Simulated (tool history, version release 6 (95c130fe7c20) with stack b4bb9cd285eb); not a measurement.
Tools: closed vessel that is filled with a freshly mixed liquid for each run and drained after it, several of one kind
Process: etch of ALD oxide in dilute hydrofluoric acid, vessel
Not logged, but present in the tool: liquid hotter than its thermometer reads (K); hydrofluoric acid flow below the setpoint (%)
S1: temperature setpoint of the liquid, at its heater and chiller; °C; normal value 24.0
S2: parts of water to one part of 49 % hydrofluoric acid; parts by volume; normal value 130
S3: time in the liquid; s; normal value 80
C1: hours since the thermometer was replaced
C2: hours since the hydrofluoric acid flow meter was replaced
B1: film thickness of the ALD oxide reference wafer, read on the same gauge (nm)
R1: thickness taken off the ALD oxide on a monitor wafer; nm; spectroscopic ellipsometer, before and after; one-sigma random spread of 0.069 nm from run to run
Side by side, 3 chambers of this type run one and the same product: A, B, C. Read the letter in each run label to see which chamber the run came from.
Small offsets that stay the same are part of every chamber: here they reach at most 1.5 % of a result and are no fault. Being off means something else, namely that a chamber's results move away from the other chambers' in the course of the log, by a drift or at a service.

Run 1B, day 0.279: usual settings; C1 641.8; C2 1860.8; B1 40.020. Result: R1 12.0760 nm.
Run 2A, day 0.588: usual settings; C1 981.8; C2 419.6; B1 40.005. Result: R1 11.8390 nm.
Run 3C, day 0.917: usual settings; C1 351.3; C2 195.1; B1 40.039. Result: R1 12.0810 nm.
Run 4B, day 1.117: usual settings; C1 661.9; C2 1880.9; B1 40.010. Result: R1 12.0370 nm.
Run 5C, day 1.421: usual settings; C1 363.4; C2 207.2; B1 40.013. Result: R1 12.0330 nm.
Run 6A, day 1.850: usual settings; C1 1012.1; C2 449.9; B1 40.015. Result: R1 11.9860 nm.
Run 7B, day 2.121: usual settings but S1 21.5 °C, S2 100 parts by volume; C1 686.0; C2 1905.0; B1 40.020. Result: R1 14.8490 nm.
Run 8A, day 2.421: usual settings but S1 21.5 °C, S2 100 parts by volume; C1 1025.8; C2 463.6; B1 40.006. Result: R1 14.5830 nm.
Run 9C, day 2.717: usual settings but S1 21.5 °C, S2 100 parts by volume; C1 394.5; C2 238.3; B1 39.981. Result: R1 14.8970 nm.
Run 10B, day 2.908: usual settings; C1 704.9; C2 1923.9; B1 39.993. Result: R1 12.1470 nm.
Run 11A, day 3.138: usual settings; C1 1043.0; C2 480.8; B1 40.007. Result: R1 11.9330 nm.
Run 12C, day 3.567: usual settings; C1 414.9; C2 258.7; B1 40.042. Result: R1 12.0650 nm.
Run 13B, day 3.767: usual settings; C1 725.5; C2 1944.5; B1 39.948. Result: R1 12.2760 nm.
Run 14A, day 4.117: usual settings; C1 1066.5; C2 504.3; B1 40.031. Result: R1 11.7860 nm.
Run 15C, day 4.454: usual settings; C1 436.2; C2 280.0; B1 40.043. Result: R1 12.1140 nm.
Run 16C, day 4.808: usual settings; C1 444.7; C2 288.5; B1 39.968. Result: R1 12.1540 nm.
Run 17B, day 5.208: usual settings; C1 760.1; C2 1979.1; B1 39.965. Result: R1 12.3820 nm.
Run 18A, day 5.583: usual settings; C1 1101.7; C2 539.5; B1 39.973. Result: R1 11.9570 nm.
Run 19C, day 5.796: usual settings; C1 468.4; C2 312.2; B1 39.978. Result: R1 12.2120 nm.
Run 20B, day 5.996: usual settings; C1 779.0; C2 1998.0; B1 40.025. Result: R1 12.5290 nm.
Run 21A, day 6.421: usual settings but S2 165 parts by volume, S3 40 s; C1 1121.8; C2 559.6; B1 39.985. Result: R1 4.4732 nm.
Run 22C, day 6.838: usual settings but S2 165 parts by volume, S3 40 s; C1 493.4; C2 337.2; B1 39.985. Result: R1 4.6089 nm.
At day 6.946: chamber A: hydrofluoric acid flow meter replaced.
Run 23A, day 7.254: usual settings but S2 165 parts by volume, S3 40 s; C1 1141.8; C2 7.4; B1 39.996. Result: R1 4.4878 nm.
Run 24B, day 7.675: usual settings but S1 19.5 °C, S3 105 s; C1 819.3; C2 2038.3; B1 40.019. Result: R1 13.7900 nm.
Run 25B, day 8.079: usual settings but S1 19.5 °C, S3 105 s; C1 829.0; C2 2048.0; B1 40.007. Result: R1 13.9550 nm.
Run 26C, day 8.392: usual settings but S1 19.5 °C, S3 105 s; C1 530.7; C2 374.5; B1 40.001. Result: R1 13.2890 nm.
Run 27A, day 8.792: usual settings; C1 1178.7; C2 44.3; B1 39.975. Result: R1 11.7520 nm.
Run 28A, day 9.204: usual settings; C1 1188.6; C2 54.2; B1 39.981. Result: R1 11.9080 nm.
Run 29C, day 9.475: usual settings; C1 556.7; C2 400.5; B1 39.964. Result: R1 12.0370 nm.
Run 30B, day 9.896: usual settings; C1 872.6; C2 2091.6; B1 40.002. Result: R1 12.6710 nm.
Run 31A, day 10.108: usual settings; C1 1210.3; C2 75.9; B1 39.994. Result: R1 11.8990 nm.
Run 32B, day 10.496: usual settings but S1 20.0 °C; C1 887.0; C2 2106.0; B1 39.993. Result: R1 10.9520 nm.
Run 33C, day 10.812: usual settings but S1 20.0 °C; C1 588.8; C2 432.6; B1 39.982. Result: R1 10.3660 nm.
Run 34A, day 11.238: usual settings but S1 20.0 °C; C1 1237.4; C2 103.0; B1 40.024. Result: R1 10.1610 nm.
Run 35C, day 11.438: usual settings; C1 603.8; C2 447.6; B1 40.047. Result: R1 12.1660 nm.
Run 36B, day 11.671: usual settings; C1 915.2; C2 2134.2; B1 40.014. Result: R1 12.8030 nm.
Run 37A, day 11.921: usual settings; C1 1253.8; C2 119.4; B1 39.981. Result: R1 11.9150 nm.
Run 38C, day 12.162: usual settings; C1 621.2; C2 465.0; B1 39.955. Result: R1 12.1310 nm.
Run 39B, day 12.467: usual settings; C1 934.3; C2 2153.3; B1 40.019. Result: R1 13.0140 nm.
Run 40A, day 12.729: usual settings but S3 60 s; C1 1273.2; C2 138.8; B1 40.004. Result: R1 8.8885 nm.
Run 41B, day 12.954: usual settings but S3 60 s; C1 946.0; C2 2165.0; B1 40.035. Result: R1 9.7665 nm.
Run 42C, day 13.179: usual settings but S3 60 s; C1 645.6; C2 489.4; B1 39.983. Result: R1 9.0097 nm.
Run 43A, day 13.488: usual settings; C1 1291.4; C2 157.0; B1 40.028. Result: R1 11.8570 nm.
Run 44C, day 13.817: usual settings; C1 660.9; C2 504.7; B1 40.016. Result: R1 12.0720 nm.

Each of the 3 chambers runs these same settings next. Fill in every chamber's results:
Run 45A, day 14.133: usual settings but S3 40 s. Result: R1 ?.
Run 45B, day 14.133: usual settings but S3 40 s. Result: R1 ?.
Run 45C, day 14.133: usual settings but S3 40 s. Result: R1 ?.

run      R1
45A  5.9603
45B  6.5266
45C  6.0303
